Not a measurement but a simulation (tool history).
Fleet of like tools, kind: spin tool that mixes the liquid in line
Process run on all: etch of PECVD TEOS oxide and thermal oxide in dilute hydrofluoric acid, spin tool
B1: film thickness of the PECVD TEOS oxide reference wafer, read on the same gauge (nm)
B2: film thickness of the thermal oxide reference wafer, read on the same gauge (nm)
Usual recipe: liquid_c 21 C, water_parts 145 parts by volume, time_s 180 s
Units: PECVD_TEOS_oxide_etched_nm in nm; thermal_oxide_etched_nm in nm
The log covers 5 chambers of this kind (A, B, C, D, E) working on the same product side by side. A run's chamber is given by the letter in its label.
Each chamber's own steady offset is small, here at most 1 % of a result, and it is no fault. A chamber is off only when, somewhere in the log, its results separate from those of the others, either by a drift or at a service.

{"hour": 5.8, "done": "chamber D: hydrofluoric acid flow meter replaced"}
{"run": "1D", "hour": 10.9, "liquid_c": 21, "water_parts": 145, "time_s": 180, "B1": 40.042, "B2": 60.026, "PECVD_TEOS_oxide_etched_nm": 13.315, "thermal_oxide_etched_nm": 5.014}
{"run": "2A", "hour": 21.6, "liquid_c": 21, "water_parts": 145, "time_s": 180, "B1": 39.97, "B2": 59.975, "PECVD_TEOS_oxide_etched_nm": 13.5, "thermal_oxide_etched_nm": 5.0184}
{"run": "3B", "hour": 32.6, "liquid_c": 21, "water_parts": 145, "time_s": 180, "B1": 39.957, "B2": 59.96, "PECVD_TEOS_oxide_etched_nm": 13.455, "thermal_oxide_etched_nm": 5.011}
{"run": "4C", "hour": 40.7, "liquid_c": 21, "water_parts": 145, "time_s": 180, "B1": 39.985, "B2": 60.037, "PECVD_TEOS_oxide_etched_nm": 13.555, "thermal_oxide_etched_nm": 5.0155}
{"run": "5E", "hour": 51.3, "liquid_c": 21, "water_parts": 145, "time_s": 180, "B1": 40.001, "B2": 60.008, "PECVD_TEOS_oxide_etched_nm": 13.47, "thermal_oxide_etched_nm": 5.0554}
{"run": "6C", "hour": 61.3, "liquid_c": 21, "water_parts": 145, "time_s": 180, "B1": 40.009, "B2": 59.974, "PECVD_TEOS_oxide_etched_nm": 13.458, "thermal_oxide_etched_nm": 5.0486}
{"run": "7A", "hour": 71.2, "liquid_c": 21, "water_parts": 145, "time_s": 180, "B1": 39.987, "B2": 59.987, "PECVD_TEOS_oxide_etched_nm": 13.481, "thermal_oxide_etched_nm": 4.9771}
{"run": "8D", "hour": 81.5, "liquid_c": 21, "water_parts": 145, "time_s": 180, "B1": 40.027, "B2": 60.019, "PECVD_TEOS_oxide_etched_nm": 13.359, "thermal_oxide_etched_nm": 4.9664}
{"hour": 83.8, "done": "chamber B: hydrofluoric acid flow meter replaced"}
{"run": "9B", "hour": 90.7, "liquid_c": 21, "water_parts": 145, "time_s": 180, "B1": 39.943, "B2": 60.001, "PECVD_TEOS_oxide_etched_nm": 13.479, "thermal_oxide_etched_nm": 5.088}
{"run": "10E", "hour": 102.5, "liquid_c": 21, "water_parts": 180, "time_s": 85, "B1": 40.013, "B2": 59.939, "PECVD_TEOS_oxide_etched_nm": 4.9355, "thermal_oxide_etched_nm": 1.8277}
{"run": "11E", "hour": 107.9, "liquid_c": 21, "water_parts": 180, "time_s": 85, "B1": 40.003, "B2": 60.029, "PECVD_TEOS_oxide_etched_nm": 4.9658, "thermal_oxide_etched_nm": 1.8466}
{"run": "12B", "hour": 115.2, "liquid_c": 21, "water_parts": 180, "time_s": 85, "B1": 40.004, "B2": 59.962, "PECVD_TEOS_oxide_etched_nm": 4.9615, "thermal_oxide_etched_nm": 1.8756}
{"run": "13D", "hour": 120.7, "liquid_c": 21, "water_parts": 180, "time_s": 85, "B1": 40.03, "B2": 60.032, "PECVD_TEOS_oxide_etched_nm": 4.8998, "thermal_oxide_etched_nm": 1.8185}
{"run": "14A", "hour": 127.0, "liquid_c": 21, "water_parts": 180, "time_s": 85, "B1": 39.987, "B2": 60.047, "PECVD_TEOS_oxide_etched_nm": 4.9366, "thermal_oxide_etched_nm": 1.8568}
{"run": "15C", "hour": 136.4, "liquid_c": 21, "water_parts": 145, "time_s": 180, "B1": 39.996, "B2": 59.976, "PECVD_TEOS_oxide_etched_nm": 13.485, "thermal_oxide_etched_nm": 5.112}
{"run": "16E", "hour": 144.8, "liquid_c": 21, "water_parts": 115, "time_s": 240, "B1": 40.003, "B2": 59.981, "PECVD_TEOS_oxide_etched_nm": 23.246, "thermal_oxide_etched_nm": 8.6579}
{"run": "17D", "hour": 154.0, "liquid_c": 21, "water_parts": 115, "time_s": 240, "B1": 40.038, "B2": 59.987, "PECVD_TEOS_oxide_etched_nm": 23.415, "thermal_oxide_etched_nm": 8.7263}
{"run": "18A", "hour": 161.7, "liquid_c": 21, "water_parts": 115, "time_s": 240, "B1": 39.97, "B2": 60.017, "PECVD_TEOS_oxide_etched_nm": 23.769, "thermal_oxide_etched_nm": 8.7275}
{"run": "19C", "hour": 170.7, "liquid_c": 21, "water_parts": 115, "time_s": 240, "B1": 39.959, "B2": 60.024, "PECVD_TEOS_oxide_etched_nm": 23.303, "thermal_oxide_etched_nm": 8.6849}
{"run": "20B", "hour": 180.7, "liquid_c": 21, "water_parts": 115, "time_s": 240, "B1": 40.011, "B2": 60.035, "PECVD_TEOS_oxide_etched_nm": 23.462, "thermal_oxide_etched_nm": 8.7962}
{"run": "21C", "hour": 188.3, "liquid_c": 21, "water_parts": 145, "time_s": 180, "B1": 39.985, "B2": 60.018, "PECVD_TEOS_oxide_etched_nm": 13.404, "thermal_oxide_etched_nm": 5.0117}
{"run": "22D", "hour": 198.1, "liquid_c": 21, "water_parts": 145, "time_s": 180, "B1": 40.011, "B2": 59.98, "PECVD_TEOS_oxide_etched_nm": 13.48, "thermal_oxide_etched_nm": 4.954}
{"run": "23E", "hour": 203.4, "liquid_c": 21, "water_parts": 145, "time_s": 180, "B1": 40.004, "B2": 59.958, "PECVD_TEOS_oxide_etched_nm": 13.602, "thermal_oxide_etched_nm": 5.0151}
{"run": "24B", "hour": 208.8, "liquid_c": 23, "water_parts": 145, "time_s": 180, "B1": 40.015, "B2": 59.995, "PECVD_TEOS_oxide_etched_nm": 14.767, "thermal_oxide_etched_nm": 5.4632}
{"run": "25A", "hour": 215.9, "liquid_c": 23, "water_parts": 145, "time_s": 180, "B1": 40.04, "B2": 59.954, "PECVD_TEOS_oxide_etched_nm": 14.698, "thermal_oxide_etched_nm": 5.4746}
{"run": "26B", "hour": 226.5, "liquid_c": 23, "water_parts": 145, "time_s": 180, "B1": 40.009, "B2": 60.008, "PECVD_TEOS_oxide_etched_nm": 14.677, "thermal_oxide_etched_nm": 5.4567}
{"run": "27C", "hour": 232.6, "liquid_c": 23, "water_parts": 145, "time_s": 180, "B1": 40.004, "B2": 60.005, "PECVD_TEOS_oxide_etched_nm": 14.469, "thermal_oxide_etched_nm": 5.4102}
{"run": "28A", "hour": 240.2, "liquid_c": 23, "water_parts": 145, "time_s": 180, "B1": 39.983, "B2": 60.008, "PECVD_TEOS_oxide_etched_nm": 14.78, "thermal_oxide_etched_nm": 5.4441}
{"run": "29D", "hour": 247.4, "liquid_c": 21, "water_parts": 145, "time_s": 180, "B1": 40.048, "B2": 59.959, "PECVD_TEOS_oxide_etched_nm": 13.444, "thermal_oxide_etched_nm": 5.0139}
{"run": "30E", "hour": 259.1, "liquid_c": 21, "water_parts": 145, "time_s": 180, "B1": 40.039, "B2": 60.001, "PECVD_TEOS_oxide_etched_nm": 13.56, "thermal_oxide_etched_nm": 5.0157}
{"run": "31D", "hour": 264.5, "liquid_c": 21, "water_parts": 145, "time_s": 180, "B1": 40.044, "B2": 59.975, "PECVD_TEOS_oxide_etched_nm": 13.357, "thermal_oxide_etched_nm": 4.9675}
{"run": "32E", "hour": 274.9, "liquid_c": 21, "water_parts": 145, "time_s": 180, "B1": 40.01, "B2": 60.004, "PECVD_TEOS_oxide_etched_nm": 13.542, "thermal_oxide_etched_nm": 5.0428}
{"run": "33B", "hour": 284.2, "liquid_c": 21, "water_parts": 145, "time_s": 180, "B1": 40.017, "B2": 60.011, "PECVD_TEOS_oxide_etched_nm": 13.582, "thermal_oxide_etched_nm": 5.0688}

The same settings go to every chamber for the next run, one line per chamber below. Forecast the results for each:
{"run": "34A", "hour": 292.8, "liquid_c": 21, "water_parts": 95, "time_s": 180, "PECVD_TEOS_oxide_etched_nm": "?", "thermal_oxide_etched_nm": "?"}
{"run": "34B", "hour": 292.8, "liquid_c": 21, "water_parts": 95, "time_s": 180, "PECVD_TEOS_oxide_etched_nm": "?", "thermal_oxide_etched_nm": "?"}
{"run": "34C", "hour": 292.8, "liquid_c": 21, "water_parts": 95, "time_s": 180, "PECVD_TEOS_oxide_etched_nm": "?", "thermal_oxide_etched_nm": "?"}
{"run": "34D", "hour": 292.8, "liquid_c": 21, "water_parts": 95, "time_s": 180, "PECVD_TEOS_oxide_etched_nm": "?", "thermal_oxide_etched_nm": "?"}
{"run": "34E", "hour": 292.8, "liquid_c": 21, "water_parts": 95, "time_s": 180, "PECVD_TEOS_oxide_etched_nm": "?", "thermal_oxide_etched_nm": "?"}

run=34A PECVD_TEOS_oxide_etched_nm=21.8200 thermal_oxide_etched_nm=8.1728
run=34B PECVD_TEOS_oxide_etched_nm=21.4740 thermal_oxide_etched_nm=8.1334
run=34C PECVD_TEOS_oxide_etched_nm=21.4870 thermal_oxide_etched_nm=8.0541
run=34D PECVD_TEOS_oxide_etched_nm=22.0050 thermal_oxide_etched_nm=8.1242
run=34E PECVD_TEOS_oxide_etched_nm=21.5750 thermal_oxide_etched_nm=8.0914

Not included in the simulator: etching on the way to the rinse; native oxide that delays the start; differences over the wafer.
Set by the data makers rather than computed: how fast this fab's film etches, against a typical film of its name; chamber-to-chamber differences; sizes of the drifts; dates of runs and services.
